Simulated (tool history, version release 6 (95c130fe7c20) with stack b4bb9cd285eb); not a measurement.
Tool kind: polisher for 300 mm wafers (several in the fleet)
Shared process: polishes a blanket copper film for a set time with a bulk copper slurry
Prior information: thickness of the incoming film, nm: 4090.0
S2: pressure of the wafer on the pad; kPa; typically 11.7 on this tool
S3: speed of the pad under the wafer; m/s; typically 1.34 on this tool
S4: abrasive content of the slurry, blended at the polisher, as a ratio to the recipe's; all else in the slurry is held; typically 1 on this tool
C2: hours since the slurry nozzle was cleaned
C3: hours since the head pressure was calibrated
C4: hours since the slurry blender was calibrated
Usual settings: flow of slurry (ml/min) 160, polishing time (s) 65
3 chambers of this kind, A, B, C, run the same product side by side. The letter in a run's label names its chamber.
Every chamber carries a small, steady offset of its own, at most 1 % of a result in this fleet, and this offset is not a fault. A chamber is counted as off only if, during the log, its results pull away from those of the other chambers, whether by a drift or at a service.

{"run": "1A", "hour": 10.4, "flow of slurry (ml/min)": 160, "S2": 11.7, "S3": 1.34, "S4": 1, "polishing time (s)": 65, "wafers polished on this pad": 1049, "C2": 700.8, "C3": 444.5, "C4": 32.6, "film removed (Å)": 4631.8}
{"hour": 14.2, "done": "chamber A: worn pad replaced by a new one"}
{"run": "2C", "hour": 15.6, "flow of slurry (ml/min)": 160, "S2": 11.7, "S3": 1.34, "S4": 1, "polishing time (s)": 65, "wafers polished on this pad": 384, "C2": 58.8, "C3": 156.9, "C4": 139.5, "film removed (Å)": 4634.7}
{"run": "3B", "hour": 24.4, "flow of slurry (ml/min)": 160, "S2": 11.7, "S3": 1.34, "S4": 1, "polishing time (s)": 65, "wafers polished on this pad": 351, "C2": 102.3, "C3": 96.1, "C4": 112.6, "film removed (Å)": 4570.9}
{"hour": 27.5, "done": "chamber C: worn pad replaced by a new one"}
{"run": "4B", "hour": 32.2, "flow of slurry (ml/min)": 160, "S2": 11.7, "S3": 1.34, "S4": 1, "polishing time (s)": 65, "wafers polished on this pad": 427, "C2": 110.1, "C3": 103.9, "C4": 120.4, "film removed (Å)": 4544.7}
{"run": "5C", "hour": 38.4, "flow of slurry (ml/min)": 160, "S2": 11.7, "S3": 1.34, "S4": 1, "polishing time (s)": 65, "wafers polished on this pad": 106, "C2": 81.6, "C3": 179.7, "C4": 162.3, "film removed (Å)": 4569.7}
{"hour": 38.6, "done": "chamber A: slurry nozzle cleaned"}
{"hour": 40.6, "done": "chamber C: slurry blender recalibrated"}
{"run": "6A", "hour": 44.8, "flow of slurry (ml/min)": 160, "S2": 11.7, "S3": 1.34, "S4": 1, "polishing time (s)": 65, "wafers polished on this pad": 296, "C2": 6.2, "C3": 478.9, "C4": 67, "film removed (Å)": 4589.5}
{"hour": 46.2, "done": "chamber B: worn pad replaced by a new one"}
{"run": "7A", "hour": 51.4, "flow of slurry (ml/min)": 160, "S2": 11.7, "S3": 1.34, "S4": 1, "polishing time (s)": 65, "wafers polished on this pad": 360, "C2": 12.8, "C3": 485.5, "C4": 73.6, "film removed (Å)": 4631.4}
{"run": "8B", "hour": 56.5, "flow of slurry (ml/min)": 160, "S2": 11.7, "S3": 1.34, "S4": 1, "polishing time (s)": 65, "wafers polished on this pad": 100, "C2": 134.4, "C3": 128.2, "C4": 144.7, "film removed (Å)": 4597.6}
{"run": "9C", "hour": 64.3, "flow of slurry (ml/min)": 160, "S2": 11.7, "S3": 1.34, "S4": 1, "polishing time (s)": 65, "wafers polished on this pad": 356, "C2": 107.5, "C3": 205.6, "C4": 23.8, "film removed (Å)": 4616.8}
{"run": "10B", "hour": 69.8, "flow of slurry (ml/min)": 160, "S2": 11.7, "S3": 1.34, "S4": 1, "polishing time (s)": 65, "wafers polished on this pad": 229, "C2": 147.7, "C3": 141.5, "C4": 158, "film removed (Å)": 4634}
{"run": "11A", "hour": 75.3, "flow of slurry (ml/min)": 160, "S2": 11.7, "S3": 1.34, "S4": 1, "polishing time (s)": 65, "wafers polished on this pad": 591, "C2": 36.7, "C3": 509.4, "C4": 97.5, "film removed (Å)": 4489}
{"run": "12C", "hour": 80.5, "flow of slurry (ml/min)": 160, "S2": 11.7, "S3": 1.34, "S4": 1, "polishing time (s)": 65, "wafers polished on this pad": 513, "C2": 123.7, "C3": 221.8, "C4": 40, "film removed (Å)": 4565.3}
{"run": "13B", "hour": 88.2, "flow of slurry (ml/min)": 160, "S2": 11.7, "S3": 1.34, "S4": 1, "polishing time (s)": 65, "wafers polished on this pad": 407, "C2": 166.1, "C3": 159.9, "C4": 176.4, "film removed (Å)": 4517.2}
{"hour": 88.8, "done": "chamber C: worn pad replaced by a new one"}
{"run": "14A", "hour": 97.6, "flow of slurry (ml/min)": 160, "S2": 11.7, "S3": 1.34, "S4": 1, "polishing time (s)": 65, "wafers polished on this pad": 807, "C2": 59, "C3": 531.7, "C4": 119.8, "film removed (Å)": 4414.8}
{"run": "15C", "hour": 105.8, "flow of slurry (ml/min)": 130, "S2": 11.7, "S3": 1.34, "S4": 1.25, "polishing time (s)": 65, "wafers polished on this pad": 165, "C2": 149, "C3": 247.1, "C4": 65.3, "film removed (Å)": 4660}
{"hour": 107.9, "done": "chamber B: worn pad replaced by a new one"}
{"hour": 111.0, "done": "chamber A: worn pad replaced by a new one"}
{"run": "16C", "hour": 113.2, "flow of slurry (ml/min)": 130, "S2": 11.7, "S3": 1.34, "S4": 1.25, "polishing time (s)": 65, "wafers polished on this pad": 236, "C2": 156.4, "C3": 254.5, "C4": 72.7, "film removed (Å)": 4655.3}
{"run": "17B", "hour": 120.5, "flow of slurry (ml/min)": 130, "S2": 11.7, "S3": 1.34, "S4": 1.25, "polishing time (s)": 65, "wafers polished on this pad": 122, "C2": 198.4, "C3": 192.2, "C4": 208.7, "film removed (Å)": 4662.4}
{"run": "18A", "hour": 125.2, "flow of slurry (ml/min)": 160, "S2": 11.7, "S3": 1.34, "S4": 1, "polishing time (s)": 65, "wafers polished on this pad": 138, "C2": 86.6, "C3": 559.3, "C4": 147.4, "film removed (Å)": 4385.9}
{"run": "19A", "hour": 131.4, "flow of slurry (ml/min)": 160, "S2": 11.7, "S3": 1.34, "S4": 1, "polishing time (s)": 65, "wafers polished on this pad": 198, "C2": 92.8, "C3": 565.5, "C4": 153.6, "film removed (Å)": 4365.7}
{"run": "20C", "hour": 137.5, "flow of slurry (ml/min)": 160, "S2": 11.7, "S3": 1.34, "S4": 1, "polishing time (s)": 65, "wafers polished on this pad": 471, "C2": 180.7, "C3": 278.8, "C4": 97, "film removed (Å)": 4663.4}

Predict what each chamber gives when all 3 of them run the settings below next.
{"run": "21A", "hour": 144.9, "flow of slurry (ml/min)": 160, "S2": 11.7, "S3": 1.34, "S4": 1, "polishing time (s)": 65, "film removed (Å)": "?"}
{"run": "21B", "hour": 144.9, "flow of slurry (ml/min)": 160, "S2": 11.7, "S3": 1.34, "S4": 1, "polishing time (s)": 65, "film removed (Å)": "?"}
{"run": "21C", "hour": 144.9, "flow of slurry (ml/min)": 160, "S2": 11.7, "S3": 1.34, "S4": 1, "polishing time (s)": 65, "film removed (Å)": "?"}

run=21A film_removed_(Å)=4330.4
run=21B film_removed_(Å)=4585.6
run=21C film_removed_(Å)=4587.7
